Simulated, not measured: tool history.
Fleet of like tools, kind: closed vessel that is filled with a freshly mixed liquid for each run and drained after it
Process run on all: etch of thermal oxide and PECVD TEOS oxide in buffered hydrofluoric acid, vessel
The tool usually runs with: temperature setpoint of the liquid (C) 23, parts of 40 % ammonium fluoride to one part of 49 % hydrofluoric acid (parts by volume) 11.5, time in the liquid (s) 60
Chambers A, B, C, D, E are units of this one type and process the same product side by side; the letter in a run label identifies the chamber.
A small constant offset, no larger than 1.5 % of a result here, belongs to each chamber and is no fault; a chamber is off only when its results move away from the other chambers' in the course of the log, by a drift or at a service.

run   hour  temperature setpoint of the liquid (C)  parts of 40 % ammonium fluoride to one part of 49 % hydrofluoric acid (parts by volume)  time in the liquid (s)  read-back film thickness of the thermal oxide reference wafer, read on the same gauge (nm)  read-back film thickness of the PECVD TEOS oxide reference wafer, read on the same gauge (nm)  thickness taken off the thermal oxide on a monitor wafer (Å)  thickness taken off the PECVD TEOS oxide on a monitor wafer (Å)
 1C    9.7                                      23                                                                                     11.5                      60                                                                                      79.994                                                                                         80.002                                                        561.26                                                           1904.3
 2D   19.2                                      23                                                                                     11.5                      60                                                                                      80.003                                                                                         79.987                                                        559.83                                                           1892.7
 3A   29.6                                      23                                                                                     11.5                      60                                                                                      80.005                                                                                         80.058                                                        555.76                                                           1896.1
 4B   41.1                                      23                                                                                     11.5                      60                                                                                      80.019                                                                                         80.027                                                        556.51                                                           1906.7
 5E   54.3                                      23                                                                                     11.5                      60                                                                                      79.988                                                                                         80.004                                                        548.87                                                           1917.9
 6D   61.1                                      23                                                                                     11.5                      60                                                                                      80.052                                                                                         80.033                                                        561.02                                                           1887.5
 7B   74.3                                      23                                                                                     11.5                      60                                                                                      79.958                                                                                         80.033                                                        553.29                                                           1898.9
 8C   86.9                                      23                                                                                     11.5                      60                                                                                      80.007                                                                                         79.988                                                        556.04                                                           1898.4
 9A   96.8                                      23                                                                                     11.5                      60                                                                                      80.018                                                                                         80.042                                                        557.38                                                           1906.1
10E  109.3                                      23                                                                                     11.5                      60                                                                                       80.01                                                                                         80.047                                                         547.6                                                           1906.4
11D  116.2                                      23                                                                                     11.5                      60                                                                                      79.995                                                                                          79.95                                                         561.3                                                           1881.4
12E  129.7                                      23                                                                                     11.5                      60                                                                                      80.002                                                                                          79.96                                                        547.88                                                           1902.4
13C  140.5                                      19                                                                                        9                      60                                                                                      79.993                                                                                          79.94                                                        543.22                                                           1847.5
14B  151.9                                      19                                                                                        9                      60                                                                                      79.997                                                                                         80.013                                                        545.73                                                           1846.9
     159.5  -- chamber D: hydrofluoric acid flow meter replaced
15A  164.7                                      19                                                                                        9                      60                                                                                      80.029                                                                                         80.001                                                        550.03                                                           1845.9
16A  174.1                                      19                                                                                        9                      60                                                                                       79.98                                                                                         80.029                                                         548.9                                                           1865.5
17E    183                                      19                                                                                        9                      60                                                                                      80.023                                                                                         79.985                                                        539.19                                                           1875.5
18C  193.7                                      23                                                                                     11.5                      60                                                                                      80.009                                                                                         80.012                                                        555.79                                                           1902.9
     205.5  -- chamber A: hydrofluoric acid flow meter replaced
19B    208                                      23                                                                                     11.5                      60                                                                                       79.98                                                                                         79.977                                                        554.22                                                           1891.8
20D  214.3                                      23                                                                                     11.5                      60                                                                                      79.977                                                                                         79.969                                                        556.01                                                           1892.3
21C  222.9                                      23                                                                                     11.5                      60                                                                                      80.042                                                                                          79.99                                                        555.09                                                           1892.4
     226.7  -- chamber E: hydrofluoric acid flow meter replaced
22B  233.8                                      23                                                                                     11.5                      60                                                                                      80.012                                                                                         80.004                                                        558.11                                                           1897.4
23D  242.9                                      23                                                                                     11.5                      60                                                                                      79.991                                                                                         79.997                                                        564.88                                                           1881.5
24A  257.4                                      23                                                                                     11.5                      40                                                                                      80.002                                                                                          80.01                                                        369.12                                                           1255.1
25E  270.4                                      23                                                                                     11.5                      40                                                                                      80.014                                                                                         79.934                                                        369.06                                                           1274.6
     278.5  -- chamber B: thermometer replaced
26D  281.8                                      23                                                                                     11.5                      40                                                                                      79.948                                                                                         79.962                                                         372.1                                                           1266.3
27C  290.6                                      23                                                                                     11.5                      40                                                                                      79.979                                                                                         79.998                                                        371.26                                                           1266.9
28A  300.8                                      23                                                                                     11.5                      40                                                                                      79.996                                                                                          80.01                                                        370.91                                                           1251.2
29B  311.1                                      23                                                                                     11.5                      60                                                                                      79.995                                                                                         79.983                                                        558.09                                                             1893
30E  325.3                                      23                                                                                     11.5                      60                                                                                      79.971                                                                                         80.022                                                        546.51                                                             1901
31E  339.3                                      23                                                                                     11.5                      60                                                                                      80.002                                                                                         79.999                                                         551.4                                                           1918.2
32B  352.7                                      23                                                                                     11.5                      60                                                                                      80.014                                                                                         80.008                                                        562.03                                                           1901.1
33D  361.9                                      23                                                                                        8                      45                                                                                      79.969                                                                                         79.989                                                        581.56                                                           1982.7
34A  373.6                                      23                                                                                        8                      45                                                                                      80.012                                                                                         80.009                                                        581.55                                                           1992.3
35C    388                                      23                                                                                        8                      45                                                                                      80.017                                                                                         79.972                                                        584.02                                                           1975.8
36C  402.2                                      23                                                                                        8                      45                                                                                      79.979                                                                                          79.98                                                        585.22                                                           1982.6
37A  411.6                                      23                                                                                        8                      45                                                                                      80.022                                                                                         80.012                                                        589.75                                                           1990.9
38B    425                                      23                                                                                     11.5                      60                                                                                      79.994                                                                                          79.98                                                        556.47                                                           1881.8
39D  432.8                                      23                                                                                     11.5                      60                                                                                      79.979                                                                                         80.016                                                        560.37                                                           1895.5
40E  441.4                                      23                                                                                     11.5                      35                                                                                      79.979                                                                                         79.995                                                        320.03                                                           1110.1
41C  449.3                                      23                                                                                     11.5                      35                                                                                      79.999                                                                                         80.018                                                        328.96                                                           1114.8

Which is it: a chamber that has drifted or been left off by a service, a gauge drift common to all chambers, or only each chamber's usual small offset? If a chamber is off, name it and its likeliest cause.

No chamber is off and the gauge is stable; the differences are just each chamber's small, constant offset.
